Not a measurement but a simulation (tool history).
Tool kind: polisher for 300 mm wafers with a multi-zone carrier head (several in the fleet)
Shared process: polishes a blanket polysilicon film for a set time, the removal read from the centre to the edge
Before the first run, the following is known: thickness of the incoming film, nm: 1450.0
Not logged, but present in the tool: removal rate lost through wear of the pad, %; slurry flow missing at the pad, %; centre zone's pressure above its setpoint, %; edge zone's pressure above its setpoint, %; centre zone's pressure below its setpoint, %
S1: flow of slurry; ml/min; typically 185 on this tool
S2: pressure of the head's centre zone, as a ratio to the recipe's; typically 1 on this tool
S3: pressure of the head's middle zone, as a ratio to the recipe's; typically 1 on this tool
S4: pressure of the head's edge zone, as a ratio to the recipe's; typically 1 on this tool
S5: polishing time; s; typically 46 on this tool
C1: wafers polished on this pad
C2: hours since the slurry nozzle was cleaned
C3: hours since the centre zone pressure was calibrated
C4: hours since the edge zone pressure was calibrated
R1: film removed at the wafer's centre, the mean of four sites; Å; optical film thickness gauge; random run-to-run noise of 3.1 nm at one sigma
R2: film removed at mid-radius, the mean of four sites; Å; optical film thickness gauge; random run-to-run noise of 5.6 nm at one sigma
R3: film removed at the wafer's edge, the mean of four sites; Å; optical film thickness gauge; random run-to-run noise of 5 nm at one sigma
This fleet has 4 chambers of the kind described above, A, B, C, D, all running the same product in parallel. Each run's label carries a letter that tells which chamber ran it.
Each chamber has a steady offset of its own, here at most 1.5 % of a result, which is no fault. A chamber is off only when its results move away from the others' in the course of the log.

run     day   S1    S2    S3    S4  S5    C1     C2      C3     C4      R1      R2      R3
 1B   0.375  185     1     1     1  46   264  293.2  1092.5  815.1  3908.2  3885.5  3919.7
      0.538  -- chamber D: worn pad replaced by a new one
      0.675  -- chamber B: slurry nozzle cleaned
 2C   0.767  185     1     1     1  46   436  124.2   256.7  695.7  3959.7  3847.9  3877.1
 3D   1.192  185     1     1     1  46   170   89.4   242.1  109.1    3882  3910.9  3918.9
 4A   1.508  185     1     1     1  46   855   59.3   530.6  149.5  3855.2  3972.1  3963.5
 5D   1.854  185     1     1     1  46   342  105.3     258    125  3968.3  3895.9  3993.3
      2.038  -- chamber A: worn pad replaced by a new one
 6B   2.271  185     1     1     1  46   756   38.3    1138  860.6  3913.1  3954.9  3940.8
      2.517  -- chamber A: centre zone pressure recalibrated
      2.562  -- chamber B: edge zone pressure recalibrated
 7C   2.562  185     1     1     1  46   902  167.3   299.8  738.8  3933.7    3842  3915.8
      2.892  -- chamber B: worn pad replaced by a new one
 8A   3.038  185     1     1     1  46   259     96    12.5  186.2  3918.7  3973.2  3914.4
 9C   3.338  185  0.89  1.12     1  46  1103  185.9   318.4  757.4  3429.7  4433.4  3882.9
      3.533  -- chamber C: worn pad replaced by a new one
10B   3.633  185  0.89  1.12     1  46   193     71  1170.7   25.8  3438.3  4304.3  3818.7
11A   3.933  185  0.89  1.12     1  46   491  117.5      34  207.7  3467.3  4400.5  4021.2
12D   4.267  185  0.89  1.12     1  46   967  163.2   315.9  182.9  3424.6  4228.3  3843.1
13A   4.646  185     1     1     1  46   676  134.6    51.1  224.8    3962  3979.5    3967
14C   4.954  185     1     1     1  46   368  224.7   357.2  796.2  3932.1  3838.3    3942
15D   5.304  185     1     1     1  46  1236  188.1   340.8  207.8    3937  3867.9  3911.2
      5.325  -- chamber C: centre zone pressure recalibrated
16B   5.542  185     1     1     1  31   687  116.8  1216.5   71.6  2628.9  2559.9  2596.6
      5.892  -- chamber A: worn pad replaced by a new one
17C   5.921  185     1     1     1  31   619  247.9    14.3  819.4  2485.6  2615.7  2620.3
      5.946  -- chamber D: worn pad replaced by a new one
18D   6.292  185     1     1     1  31    89  211.8   364.5  231.5  2623.5  2615.6  2645.4
19B   6.712  185     1     1     1  31   991  144.9  1244.6   99.7  2669.3  2589.4  2657.8
20A   6.971  185     1     1  0.91  46   280  190.4   106.9  280.6  3866.3  3915.8    3805
      7.042  -- chamber B: worn pad replaced by a new one
21D   7.342  185     1     1  0.91  46   362    237   389.7  256.7  3921.6  3945.8  3802.6
22B   7.738  185     1     1  0.91  46   181  169.5  1269.2  124.3  3947.9  3914.9  3743.3
      7.792  -- chamber C: worn pad replaced by a new one
23A   8.217  185     1     1  0.91  46   603  220.3   136.8  310.5  3965.5  3912.6  3723.1
24C   8.688  185     1     1     1  46   232  314.3    80.7  885.8  3716.8  3954.4  3890.9
25C   8.958  185     1     1     1  46   302  320.8    87.2  892.3  3694.8  3798.2  3956.7
26D    9.25  185   0.9     1     1  46   856  282.8   435.5  302.5  3524.6  3916.2  3934.2
27A   9.725  185   0.9     1     1  46   994  256.5     173  346.7  3492.6  3886.4  3921.6
28B  10.058  185   0.9     1     1  46   782  225.2  1324.9    180  3518.9  3899.4  3945.3
29C  10.325  185   0.9     1     1  46   657  353.6     120  925.1    3280  3749.7  3879.1
     10.417  -- chamber A: worn pad replaced by a new one
30A  10.642  185     1     1     1  46    58  278.5     195  368.7  3941.2  3871.3  3914.6

Is one chamber out of step, is the gauge drifting, or do the chambers differ by no more than their own small offsets? For an off chamber, give its letter and the likeliest cause.

A service left chamber C off against the others.
Cause: centre zone's pressure below its setpoint, % = 6.38.

Here are 4 candidates for chamber C's next run, each the usual settings with a change, their results left as question marks. Which one brings its results back in line with what the others give on the usual settings?
To be in line, a result may differ from the other chambers' mean on the usual settings by at most: R1 110 Å; R2 190 Å; R3 180 Å
31C-1   11  180  0.95     1  1.02  46                   ?   ?   ?
31C-2   11  175  0.91     1  1.04  45                   ?   ?   ?
31C-3   11  195   1.1  0.99  0.96  47                   ?   ?   ?
31C-4   11  190  1.05     1  0.98  46                   ?   ?   ?

The other chambers' mean on the usual settings: R1 3913.6 Å; R2 3910.1 Å; R3 3926.7 Å
  run      R1      R2      R3
31C-1  3421.9  3860.3  3933.1
31C-2  3172.4  3759.8  3874.1
31C-3  4175.3  3953.5  3930.4
31C-4  3864.1  3891.4    3876
The right change is 31C-4: it brings the chamber back within the allowed miss of the others.

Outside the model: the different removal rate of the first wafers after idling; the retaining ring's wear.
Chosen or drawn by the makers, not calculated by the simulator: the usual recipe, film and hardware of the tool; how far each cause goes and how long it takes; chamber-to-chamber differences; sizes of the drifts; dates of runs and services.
